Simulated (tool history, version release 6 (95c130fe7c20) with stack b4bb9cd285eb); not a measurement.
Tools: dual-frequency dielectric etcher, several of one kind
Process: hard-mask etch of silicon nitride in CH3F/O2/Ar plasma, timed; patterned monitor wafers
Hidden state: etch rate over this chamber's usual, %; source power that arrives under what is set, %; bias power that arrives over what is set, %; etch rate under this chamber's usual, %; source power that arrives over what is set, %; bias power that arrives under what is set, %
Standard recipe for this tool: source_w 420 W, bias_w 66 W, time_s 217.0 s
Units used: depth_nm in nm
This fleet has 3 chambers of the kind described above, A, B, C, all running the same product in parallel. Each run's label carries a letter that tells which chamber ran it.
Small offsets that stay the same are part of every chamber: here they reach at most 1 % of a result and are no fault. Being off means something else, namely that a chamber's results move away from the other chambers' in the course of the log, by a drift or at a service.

run,day,source_w,bias_w,time_s,hours since the last wet clean,hours since the last source power generator calibration,hours since the last bias power generator calibration,"read-back reference wafer on the same gauge, depth_nm",depth_nm
1A,0.171,420,66,217.0,89.7,730.7,996.0,173.99,150.54
2B,0.379,420,66,217.0,368.2,1123.8,2186.2,173.88,150.80
3C,0.488,420,66,217.0,259.8,4124.8,1342.6,174.10,149.77
4C,0.629,420,66,217.0,263.2,4128.2,1346.0,174.22,150.62
5B,0.738,420,66,217.0,376.8,1132.4,2194.8,173.95,151.33
6A,0.892,420,66,217.0,107.0,748.0,1013.3,173.97,150.88
7B,1.033,420,66,217.0,383.9,1139.5,2201.9,173.84,151.49
8A,1.154,420,66,217.0,113.3,754.3,1019.6,174.13,149.63
9C,1.258,420,66,217.0,278.3,4143.3,1361.1,173.78,151.99
10B,1.438,420,66,217.0,393.6,1149.2,2211.6,174.10,150.44
11C,1.650,420,66,269.5,287.7,4152.7,1370.5,174.06,186.83
12A,1.867,420,66,269.5,130.4,771.4,1036.7,174.25,186.65
13B,2.088,420,66,269.5,409.2,1164.8,2227.2,173.98,186.46
14C,2.221,420,66,217.0,301.4,4166.4,1384.2,174.15,150.63
15A,2.375,420,66,217.0,142.6,783.6,1048.9,173.75,149.54
# day 2.450: chamber B: wet clean of the chamber
16C,2.588,420,66,217.0,310.2,4175.2,1393.0,173.90,151.60
17A,2.704,420,66,217.0,150.5,791.5,1056.8,174.03,149.82
18B,2.879,420,66,217.0,10.3,1183.8,2246.2,174.04,143.94
19B,3.067,420,66,217.0,14.8,1188.3,2250.7,174.08,143.16
20A,3.275,420,66,217.0,164.2,805.2,1070.5,174.03,150.83
21C,3.425,420,66,217.0,330.3,4195.3,1413.1,173.84,150.79
22C,3.538,420,78,217.0,333.0,4198.0,1415.8,173.98,158.47
23B,3.771,420,78,217.0,31.7,1205.2,2267.6,174.04,151.21
24A,3.996,420,78,217.0,181.5,822.5,1087.8,174.07,158.92
25B,4.183,420,66,217.0,41.6,1215.1,2277.5,173.93,142.39

Has any chamber moved away from the others, gradually or after a service, or does the common gauge drift, or do the chambers differ only by their own small steady offsets? State the chamber and the most likely cause if one applies.

The work done on chamber B during a service left it standing apart from the others.
What lies behind it: etch rate under this chamber's usual, % = 5.18.

Here are 4 candidates for chamber B's next run, each the usual settings with a change, their results left as question marks. Which one brings its results back in line with what the others give on the usual settings?
To be in line, a result may differ from the other chambers' mean on the usual settings by at most: depth_nm 2.00 nm
26B-1,4.350,420,66,212.5,,,,,?
26B-2,4.350,470,66,217.0,,,,,?
26B-3,4.350,420,65,208.0,,,,,?
26B-4,4.350,420,70,217.0,,,,,?

Average result of the remaining chambers running the usual settings: depth_nm 150.28 nm
run,depth_nm
26B-1,140.28
26B-2,149.50
26B-3,136.62
26B-4,146.09
It is 26B-2 that realigns the chamber with its peers.
